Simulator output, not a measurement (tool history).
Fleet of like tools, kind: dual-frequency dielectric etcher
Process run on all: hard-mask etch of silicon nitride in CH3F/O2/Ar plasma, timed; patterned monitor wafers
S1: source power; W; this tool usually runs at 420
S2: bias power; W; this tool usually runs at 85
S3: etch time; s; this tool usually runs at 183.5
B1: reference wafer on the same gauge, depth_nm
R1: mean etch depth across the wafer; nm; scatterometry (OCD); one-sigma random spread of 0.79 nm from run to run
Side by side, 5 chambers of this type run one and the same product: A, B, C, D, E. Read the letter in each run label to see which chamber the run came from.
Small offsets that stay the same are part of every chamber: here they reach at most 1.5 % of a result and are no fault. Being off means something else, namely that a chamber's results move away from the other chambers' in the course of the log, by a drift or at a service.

Run 1C, hour 6.3: usual settings; B1 152.07. Result: R1 137.04 nm.
Run 2D, hour 10.1: usual settings; B1 152.04. Result: R1 139.93 nm.
Run 3E, hour 13.6: usual settings; B1 152.09. Result: R1 138.93 nm.
Run 4A, hour 18.5: usual settings; B1 151.92. Result: R1 138.64 nm.
Run 5B, hour 24.2: usual settings but S1 470 W; B1 151.99. Result: R1 146.46 nm.
At hour 27.9: chamber A: wet clean of the chamber.
Run 6E, hour 28.6: usual settings but S1 470 W; B1 151.96. Result: R1 146.06 nm.
Run 7B, hour 31.8: usual settings but S1 470 W; B1 151.95. Result: R1 145.89 nm.
Run 8A, hour 36.7: usual settings but S1 470 W; B1 151.98. Result: R1 144.16 nm.
Run 9C, hour 42.9: usual settings but S1 470 W; B1 152.12. Result: R1 145 nm.
Run 10D, hour 48.2: usual settings; B1 152.16. Result: R1 138.66 nm.
Run 11E, hour 53.9: usual settings but S1 520 W, S2 75 W; B1 152.31. Result: R1 145.58 nm.
Run 12A, hour 58.7: usual settings but S1 520 W, S2 75 W; B1 152.12. Result: R1 144.52 nm.
Run 13C, hour 65.2: usual settings but S1 520 W, S2 75 W; B1 152. Result: R1 143.27 nm.
Run 14D, hour 71.4: usual settings but S1 520 W, S2 75 W; B1 151.79. Result: R1 144.45 nm.
Run 15B, hour 78.2: usual settings but S1 520 W, S2 75 W; B1 151.88. Result: R1 146.12 nm.
Run 16B, hour 83: usual settings; B1 152.22. Result: R1 139.94 nm.
At hour 87.3: chamber E: bias power generator calibrated.
At hour 87.6: chamber D: wet clean of the chamber.
Run 17A, hour 89.7: usual settings but S1 360 W, S3 141.5 s; B1 151.95. Result: R1 101.17 nm.
Run 18D, hour 92.9: usual settings but S1 360 W, S3 141.5 s; B1 151.85. Result: R1 102.16 nm.
Run 19C, hour 97.1: usual settings but S1 360 W, S3 141.5 s; B1 151.93. Result: R1 99.836 nm.
Run 20E, hour 101.1: usual settings but S1 360 W, S3 141.5 s; B1 152.01. Result: R1 101.5 nm.
Run 21D, hour 107.4: usual settings but S1 360 W, S3 141.5 s; B1 152.03. Result: R1 101.94 nm.
Run 22A, hour 112.7: usual settings; B1 152.05. Result: R1 138.57 nm.
Run 23B, hour 118.2: usual settings but S1 500 W; B1 152. Result: R1 150.21 nm.
Run 24C, hour 121.7: usual settings but S1 500 W; B1 151.96. Result: R1 147.74 nm.
Run 25E, hour 127.1: usual settings but S1 500 W; B1 152.08. Result: R1 148.06 nm.
Run 26D, hour 131.5: usual settings but S1 500 W; B1 152.03. Result: R1 147.68 nm.
Run 27E, hour 136.2: usual settings but S1 500 W; B1 152.01. Result: R1 148.21 nm.
Run 28B, hour 141.7: usual settings; B1 151.99. Result: R1 140.48 nm.
Run 29C, hour 145.4: usual settings; B1 152.09. Result: R1 137.61 nm.
Run 30A, hour 149.5: usual settings; B1 152.17. Result: R1 137.41 nm.
Run 31B, hour 154.4: usual settings; B1 151.86. Result: R1 141.21 nm.
Run 32C, hour 160.5: usual settings; B1 151.9. Result: R1 138.67 nm.
Run 33E, hour 167.4: usual settings; B1 151.96. Result: R1 140.85 nm.
Run 34D, hour 172.9: usual settings; B1 152.08. Result: R1 137.98 nm.
Run 35A, hour 178.6: usual settings; B1 152.1. Result: R1 138.58 nm.
Run 36C, hour 182.5: usual settings; B1 151.97. Result: R1 137.92 nm.
Run 37A, hour 188.8: usual settings but S3 136 s; B1 151.92. Result: R1 102.5 nm.
Run 38E, hour 192.6: usual settings but S3 136 s; B1 152.18. Result: R1 102.8 nm.

One chamber off, gauge drift, or nothing amiss beyond the chambers' own small offsets? If it is a chamber, which one, and what is the likeliest cause?

All chambers stay in line apart from their small fixed offsets, and the gauge does not drift.

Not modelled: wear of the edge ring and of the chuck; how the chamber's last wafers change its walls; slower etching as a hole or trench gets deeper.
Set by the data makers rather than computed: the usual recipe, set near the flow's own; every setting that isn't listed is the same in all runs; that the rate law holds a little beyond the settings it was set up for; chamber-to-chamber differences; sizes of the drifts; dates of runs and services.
